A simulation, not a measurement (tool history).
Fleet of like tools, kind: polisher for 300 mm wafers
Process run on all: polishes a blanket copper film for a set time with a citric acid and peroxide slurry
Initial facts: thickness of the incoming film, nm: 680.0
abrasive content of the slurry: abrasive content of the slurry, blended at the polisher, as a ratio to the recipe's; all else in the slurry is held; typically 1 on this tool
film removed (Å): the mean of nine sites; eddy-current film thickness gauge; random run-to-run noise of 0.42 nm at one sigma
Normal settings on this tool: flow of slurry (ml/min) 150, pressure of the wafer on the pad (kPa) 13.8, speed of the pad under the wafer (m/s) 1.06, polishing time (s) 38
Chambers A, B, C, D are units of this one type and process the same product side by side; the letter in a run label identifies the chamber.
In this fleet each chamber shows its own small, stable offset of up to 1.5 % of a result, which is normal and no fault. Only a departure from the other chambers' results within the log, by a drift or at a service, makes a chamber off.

run	hour	flow of slurry (ml/min)	pressure of the wafer on the pad (kPa)	speed of the pad under the wafer (m/s)	abrasive content of the slurry	polishing time (s)	wafers polished on this pad	hours since the slurry nozzle was cleaned	hours since the head pressure was calibrated	hours since the slurry blender was calibrated	film removed (Å)
1A	15.5	150	13.8	1.06	1	38	884	188.0	323.2	211.8	592.98
# hour 15.6: chamber B: worn pad replaced by a new one
# hour 20.6: chamber A: head pressure recalibrated
2D	25.0	150	13.8	1.06	1	38	1409	705.1	225.1	225.1	588.83
# hour 26.6: chamber A: worn pad replaced by a new one
# hour 27.7: chamber D: worn pad replaced by a new one
3B	40.5	150	13.8	1.06	1	38	326	265.0	488.5	73.6	596.63
4C	56.7	150	13.8	1.06	1	38	780	470.0	125.1	374.1	589.77
# hour 67.9: chamber D: slurry nozzle cleaned
5D	68.1	150	13.8	1.06	1	38	528	0.2	268.2	268.2	586.85
6C	78.6	150	13.8	1.20	1	32	1066	491.9	147.0	396.0	556.52
# hour 81.9: chamber C: worn pad replaced by a new one
7A	90.7	150	13.8	1.20	1	32	837	263.2	70.2	287.0	568.15
# hour 100.3: chamber B: worn pad replaced by a new one
8B	106.8	150	13.8	1.20	1	32	85	331.3	554.8	139.9	560.77
# hour 108.5: chamber A: worn pad replaced by a new one
# hour 114.8: chamber A: slurry blender recalibrated
9D	121.4	150	13.8	1.20	1	32	1223	53.5	321.5	321.5	558.04
10A	133.3	150	13.8	1.06	1	38	324	305.8	112.8	18.5	599.58
# hour 137.7: chamber D: worn pad replaced by a new one
11B	147.6	150	13.8	1.06	1	38	618	372.1	595.6	180.7	597.57
12C	155.9	150	13.8	1.06	1	38	967	569.2	224.3	473.3	590.13
13D	166.8	150	13.8	1.06	1	38	380	98.9	366.9	366.9	591.84
# hour 168.5: chamber C: worn pad replaced by a new one
14B	176.8	150	13.8	1.06	1	38	999	401.3	624.8	209.9	594.74
# hour 179.6: chamber B: worn pad replaced by a new one
# hour 184.8: chamber A: worn pad replaced by a new one
15C	186.0	150	13.8	1.06	1	38	229	599.3	254.4	503.4	579.99
16A	200.9	150	13.8	1.06	1	38	211	373.4	180.4	86.1	595.37
# hour 204.5: chamber C: slurry nozzle cleaned
# hour 206.5: chamber B: slurry blender recalibrated
17C	208.2	150	13.8	1.06	1	38	518	3.8	276.6	525.6	588.94
18D	217.5	150	13.8	1.06	1	38	1042	149.6	417.6	417.6	585.79
19B	229.4	150	13.8	1.06	1	38	651	453.9	677.4	22.9	586.75
# hour 230.7: chamber D: slurry blender recalibrated
20A	239.4	150	13.8	1.06	1	38	714	411.9	218.9	124.6	595.20
# hour 241.6: chamber D: worn pad replaced by a new one
21B	248.7	150	13.8	1.06	1	38	903	473.2	696.7	42.2	589.59
# hour 258.1: chamber B: worn pad replaced by a new one
# hour 260.5: chamber C: worn pad replaced by a new one
22A	260.9	150	13.8	1.06	1	38	994	433.4	240.4	146.1	597.01
# hour 262.6: chamber A: worn pad replaced by a new one
23C	269.9	130	17.9	1.06	1	38	122	65.5	338.3	587.3	726.38
24D	280.8	130	17.9	1.06	1	38	512	212.9	480.9	50.2	726.36
25B	294.6	130	17.9	1.06	1	38	477	519.1	742.6	88.1	738.99
26D	304.8	130	17.9	1.06	1	38	826	236.9	504.9	74.2	732.85
27A	315.0	150	13.8	1.06	1	38	684	487.5	294.5	200.2	598.38
28C	325.2	150	13.8	1.06	1	38	844	120.8	393.6	642.6	574.89
# hour 329.8: chamber B: worn pad replaced by a new one
# hour 330.1: chamber D: worn pad replaced by a new one
# hour 331.0: chamber A: slurry nozzle cleaned
29D	336.8	150	13.8	1.06	1	38	88	268.9	536.9	106.2	583.36
30C	347.9	150	13.8	1.06	1	38	1141	143.5	416.3	665.3	561.64
# hour 352.8: chamber C: worn pad replaced by a new one
# hour 355.8: chamber A: worn pad replaced by a new one
31B	359.7	150	13.8	1.06	1	38	390	584.2	807.7	153.2	595.98
# hour 361.9: chamber A: head pressure recalibrated
32A	371.4	150	13.8	1.06	1	38	204	40.5	9.6	256.6	596.11
# hour 377.6: chamber C: head pressure recalibrated
33D	385.2	150	13.8	1.06	1	38	720	317.3	585.3	154.6	587.95
34A	395.0	150	13.8	1.06	1	38	512	64.1	33.2	280.2	598.18
# hour 401.2: chamber B: slurry blender recalibrated
35B	403.6	150	10.3	1.06	1	46	963	628.1	851.6	2.5	548.14
36C	419.9	150	10.3	1.06	1	46	876	215.5	42.3	737.3	509.42

All 4 chambers run these settings next. Forecast each chamber's results:
37A	431.7	150	13.8	1.06	1	38					?
37B	431.7	150	13.8	1.06	1	38					?
37C	431.7	150	13.8	1.06	1	38					?
37D	431.7	150	13.8	1.06	1	38					?

run	film removed (Å)
37A	591.41
37B	595.25
37C	555.60
37D	583.38
